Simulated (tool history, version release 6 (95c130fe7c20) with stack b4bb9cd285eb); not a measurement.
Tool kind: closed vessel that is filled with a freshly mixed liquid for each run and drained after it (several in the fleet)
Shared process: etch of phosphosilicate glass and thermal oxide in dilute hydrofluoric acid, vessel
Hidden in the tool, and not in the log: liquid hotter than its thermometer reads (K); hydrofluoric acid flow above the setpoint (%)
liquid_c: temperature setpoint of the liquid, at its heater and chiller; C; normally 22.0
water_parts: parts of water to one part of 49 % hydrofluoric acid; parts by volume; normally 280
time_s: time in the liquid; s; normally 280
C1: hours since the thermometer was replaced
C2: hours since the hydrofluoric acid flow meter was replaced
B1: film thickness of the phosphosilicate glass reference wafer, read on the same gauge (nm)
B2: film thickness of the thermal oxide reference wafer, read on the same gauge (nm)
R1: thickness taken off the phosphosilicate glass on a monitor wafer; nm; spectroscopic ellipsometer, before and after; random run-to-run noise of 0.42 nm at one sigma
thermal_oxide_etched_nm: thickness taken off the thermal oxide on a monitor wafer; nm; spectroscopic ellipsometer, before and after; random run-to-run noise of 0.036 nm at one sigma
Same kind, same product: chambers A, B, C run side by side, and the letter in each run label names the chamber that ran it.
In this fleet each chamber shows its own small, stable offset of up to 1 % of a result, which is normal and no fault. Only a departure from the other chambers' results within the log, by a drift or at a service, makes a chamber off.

Run 1A, day 0.362: usual settings; C1 365.8; C2 1334.9; B1 149.99; B2 120.01. Result: R1 53.805 nm, thermal_oxide_etched_nm 3.5690 nm.
Run 2B, day 0.883: usual settings; C1 1385.1; C2 374.3; B1 150.03; B2 120.01. Result: R1 54.318 nm, thermal_oxide_etched_nm 3.5397 nm.
Run 3C, day 1.462: usual settings; C1 1379.4; C2 250.3; B1 150.02; B2 120.03. Result: R1 54.045 nm, thermal_oxide_etched_nm 3.4636 nm.
Run 4A, day 1.883: usual settings; C1 402.3; C2 1371.4; B1 149.97; B2 119.99. Result: R1 53.919 nm, thermal_oxide_etched_nm 3.5165 nm.
Run 5C, day 2.404: usual settings; C1 1402.0; C2 272.9; B1 150.02; B2 120.04. Result: R1 54.434 nm, thermal_oxide_etched_nm 3.5605 nm.
Run 6B, day 2.742: usual settings; C1 1429.7; C2 418.9; B1 150.06; B2 120.01. Result: R1 54.592 nm, thermal_oxide_etched_nm 3.5080 nm.
Run 7A, day 3.033: usual settings but time_s 370 s; C1 429.9; C2 1399.0; B1 149.97; B2 120.02. Result: R1 72.105 nm, thermal_oxide_etched_nm 4.7222 nm.
Run 8B, day 3.404: usual settings but time_s 370 s; C1 1445.6; C2 434.8; B1 150.01; B2 120.01. Result: R1 71.907 nm, thermal_oxide_etched_nm 4.6078 nm.
Run 9C, day 3.792: usual settings but time_s 370 s; C1 1435.3; C2 306.2; B1 150.01; B2 120.01. Result: R1 71.195 nm, thermal_oxide_etched_nm 4.5532 nm.
Run 10C, day 4.354: usual settings; C1 1448.8; C2 319.7; B1 150.04; B2 120.02. Result: R1 54.926 nm, thermal_oxide_etched_nm 3.5107 nm.
Run 11A, day 4.817: usual settings; C1 472.7; C2 1441.8; B1 149.99; B2 120.03. Result: R1 54.921 nm, thermal_oxide_etched_nm 3.5764 nm.
Run 12B, day 5.325: usual settings; C1 1491.7; C2 480.9; B1 149.97; B2 120.01. Result: R1 54.856 nm, thermal_oxide_etched_nm 3.5240 nm.
Run 13C, day 5.742: usual settings but water_parts 390 parts by volume; C1 1482.1; C2 353.0; B1 150.01; B2 120.04. Result: R1 34.890 nm, thermal_oxide_etched_nm 2.2455 nm.
Run 14B, day 6.004: usual settings but water_parts 390 parts by volume; C1 1508.0; C2 497.2; B1 150.01; B2 120.00. Result: R1 35.831 nm, thermal_oxide_etched_nm 2.3448 nm.
Run 15A, day 6.317: usual settings but water_parts 390 parts by volume; C1 508.7; C2 1477.8; B1 149.97; B2 120.00. Result: R1 36.199 nm, thermal_oxide_etched_nm 2.3264 nm.
Run 16B, day 6.600: usual settings; C1 1522.3; C2 511.5; B1 150.01; B2 120.03. Result: R1 55.576 nm, thermal_oxide_etched_nm 3.5954 nm.
At day 6.862: chamber B: thermometer replaced.
Run 17C, day 7.183: usual settings; C1 1516.7; C2 387.6; B1 150.00; B2 119.96. Result: R1 54.138 nm, thermal_oxide_etched_nm 3.5651 nm.
Run 18A, day 7.508: usual settings; C1 537.3; C2 1506.4; B1 149.98; B2 119.98. Result: R1 54.208 nm, thermal_oxide_etched_nm 3.6010 nm.
Run 19C, day 7.850: usual settings; C1 1532.7; C2 403.6; B1 150.04; B2 119.99. Result: R1 54.176 nm, thermal_oxide_etched_nm 3.5060 nm.
Run 20B, day 8.121: usual settings; C1 30.2; C2 548.0; B1 149.98; B2 120.04. Result: R1 56.697 nm, thermal_oxide_etched_nm 3.7004 nm.
Run 21A, day 8.475: usual settings; C1 560.5; C2 1529.6; B1 150.00; B2 120.02. Result: R1 54.931 nm, thermal_oxide_etched_nm 3.5268 nm.
Run 22A, day 8.871: usual settings; C1 570.0; C2 1539.1; B1 149.98; B2 120.00. Result: R1 54.552 nm, thermal_oxide_etched_nm 3.5572 nm.
Run 23C, day 9.200: usual settings; C1 1565.1; C2 436.0; B1 150.00; B2 120.01. Result: R1 54.636 nm, thermal_oxide_etched_nm 3.4645 nm.
Run 24B, day 9.658: usual settings; C1 67.1; C2 584.9; B1 150.00; B2 120.00. Result: R1 58.522 nm, thermal_oxide_etched_nm 3.7108 nm.
At day 9.921: chamber A: thermometer replaced.
Run 25B, day 10.125: usual settings; C1 78.3; C2 596.1; B1 150.00; B2 120.01. Result: R1 58.196 nm, thermal_oxide_etched_nm 3.7285 nm.
Run 26A, day 10.604: usual settings but time_s 410 s; C1 16.4; C2 1580.7; B1 150.00; B2 120.04. Result: R1 79.130 nm, thermal_oxide_etched_nm 5.2095 nm.
Run 27C, day 11.154: usual settings but time_s 410 s; C1 1612.0; C2 482.9; B1 150.01; B2 120.00. Result: R1 80.284 nm, thermal_oxide_etched_nm 5.1504 nm.
Run 28B, day 11.721: usual settings but time_s 410 s; C1 116.6; C2 634.4; B1 150.01; B2 119.97. Result: R1 85.956 nm, thermal_oxide_etched_nm 5.6482 nm.
Run 29C, day 12.208: usual settings; C1 1637.3; C2 508.2; B1 149.96; B2 120.02. Result: R1 54.128 nm, thermal_oxide_etched_nm 3.5181 nm.
Run 30A, day 12.546: usual settings; C1 63.0; C2 1627.3; B1 150.01; B2 120.00. Result: R1 54.995 nm, thermal_oxide_etched_nm 3.5941 nm.
Run 31C, day 12.988: usual settings but liquid_c 17.5 C; C1 1656.0; C2 526.9; B1 149.99; B2 119.99. Result: R1 45.545 nm, thermal_oxide_etched_nm 3.0247 nm.

All 3 chambers run these settings next. Forecast each chamber's results:
Run 32A, day 13.400: usual settings. Result: R1 ?, thermal_oxide_etched_nm ?.
Run 32B, day 13.400: usual settings. Result: R1 ?, thermal_oxide_etched_nm ?.
Run 32C, day 13.400: usual settings. Result: R1 ?, thermal_oxide_etched_nm ?.

run      R1  thermal_oxide_etched_nm
32A  54.150                   3.5507
32B  59.231                   3.8691
32C  55.002                   3.4706

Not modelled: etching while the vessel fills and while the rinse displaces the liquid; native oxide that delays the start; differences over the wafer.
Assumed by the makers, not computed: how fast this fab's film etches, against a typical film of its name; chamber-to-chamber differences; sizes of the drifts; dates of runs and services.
